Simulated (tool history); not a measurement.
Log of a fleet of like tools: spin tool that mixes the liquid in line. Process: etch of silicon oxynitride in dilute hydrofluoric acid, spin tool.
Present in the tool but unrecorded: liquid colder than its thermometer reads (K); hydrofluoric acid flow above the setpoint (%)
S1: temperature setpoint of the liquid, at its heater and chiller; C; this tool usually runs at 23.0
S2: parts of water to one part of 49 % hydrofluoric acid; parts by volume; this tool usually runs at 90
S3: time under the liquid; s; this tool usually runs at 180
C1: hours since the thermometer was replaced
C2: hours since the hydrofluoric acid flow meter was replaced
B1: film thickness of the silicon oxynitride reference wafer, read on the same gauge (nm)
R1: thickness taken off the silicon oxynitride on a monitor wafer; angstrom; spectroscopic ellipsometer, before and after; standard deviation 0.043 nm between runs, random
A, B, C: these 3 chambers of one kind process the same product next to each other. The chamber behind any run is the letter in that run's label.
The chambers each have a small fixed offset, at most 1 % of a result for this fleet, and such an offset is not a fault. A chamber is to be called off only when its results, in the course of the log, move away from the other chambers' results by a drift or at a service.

run	hour	S1	S2	S3	C1	C2	B1	R1
1B	8.0	23.0	90	180	209.4	96.5	30.006	56.737
2A	12.6	23.0	90	180	847.0	1030.6	29.988	58.226
3C	18.7	23.0	90	180	286.3	1036.9	29.989	58.271
4A	24.5	23.0	90	180	858.9	1042.5	30.017	57.934
5B	28.8	23.0	90	180	230.2	117.3	30.007	57.432
6C	36.6	23.0	90	180	304.2	1054.8	29.972	58.620
7B	43.3	23.0	90	180	244.7	131.8	30.015	57.050
8A	49.7	23.0	90	180	884.1	1067.7	30.007	57.477
9C	55.1	23.0	90	180	322.7	1073.3	29.995	58.073
10A	59.8	23.0	90	180	894.2	1077.8	30.006	57.742
11C	68.3	23.0	90	180	335.9	1086.5	29.986	58.153
12B	76.6	23.0	90	180	278.0	165.1	29.965	57.415
13A	81.3	23.0	90	180	915.7	1099.3	30.026	57.223
14C	87.3	23.0	90	180	354.9	1105.5	29.986	57.234
15B	93.4	23.0	90	180	294.8	181.9	29.974	57.035
16B	98.2	23.0	110	180	299.6	186.7	30.008	46.463
17C	106.7	23.0	110	180	374.3	1124.9	29.989	46.912
18A	113.0	23.0	110	180	947.4	1131.0	30.000	46.254
19B	121.7	23.0	90	180	323.1	210.2	29.987	56.397
20A	127.7	23.0	90	180	962.1	1145.7	30.030	57.872
21C	136.2	23.0	90	180	403.8	1154.4	30.007	58.284
22C	143.4	27.5	50	180	411.0	1161.6	29.993	130.900
23B	150.7	27.5	50	180	352.1	239.2	29.962	131.460
24A	155.1	27.5	50	180	989.5	1173.1	29.997	131.870
25A	160.5	23.0	90	180	994.9	1178.5	29.991	57.483
26C	164.3	23.0	90	180	431.9	1182.5	30.053	58.193
27B	169.4	23.0	90	180	370.8	257.9	30.014	56.954
28B	174.7	23.0	90	180	376.1	263.2	30.003	56.985
29A	180.2	23.0	90	180	1014.6	1198.2	30.052	58.580
30C	184.4	23.0	90	180	452.0	1202.6	29.993	58.231
31A	190.9	23.0	90	180	1025.3	1208.9	29.991	57.821
32C	195.8	23.0	90	180	463.4	1214.0	29.952	57.484
33B	202.7	23.0	90	180	404.1	291.2	29.990	56.390

The same settings go to every chamber for the next run, one line per chamber below. Forecast the results for each:
34A	209.0	23.0	90	95				?
34B	209.0	23.0	90	95				?
34C	209.0	23.0	90	95				?

run	R1
34A	30.299
34B	29.802
34C	30.861
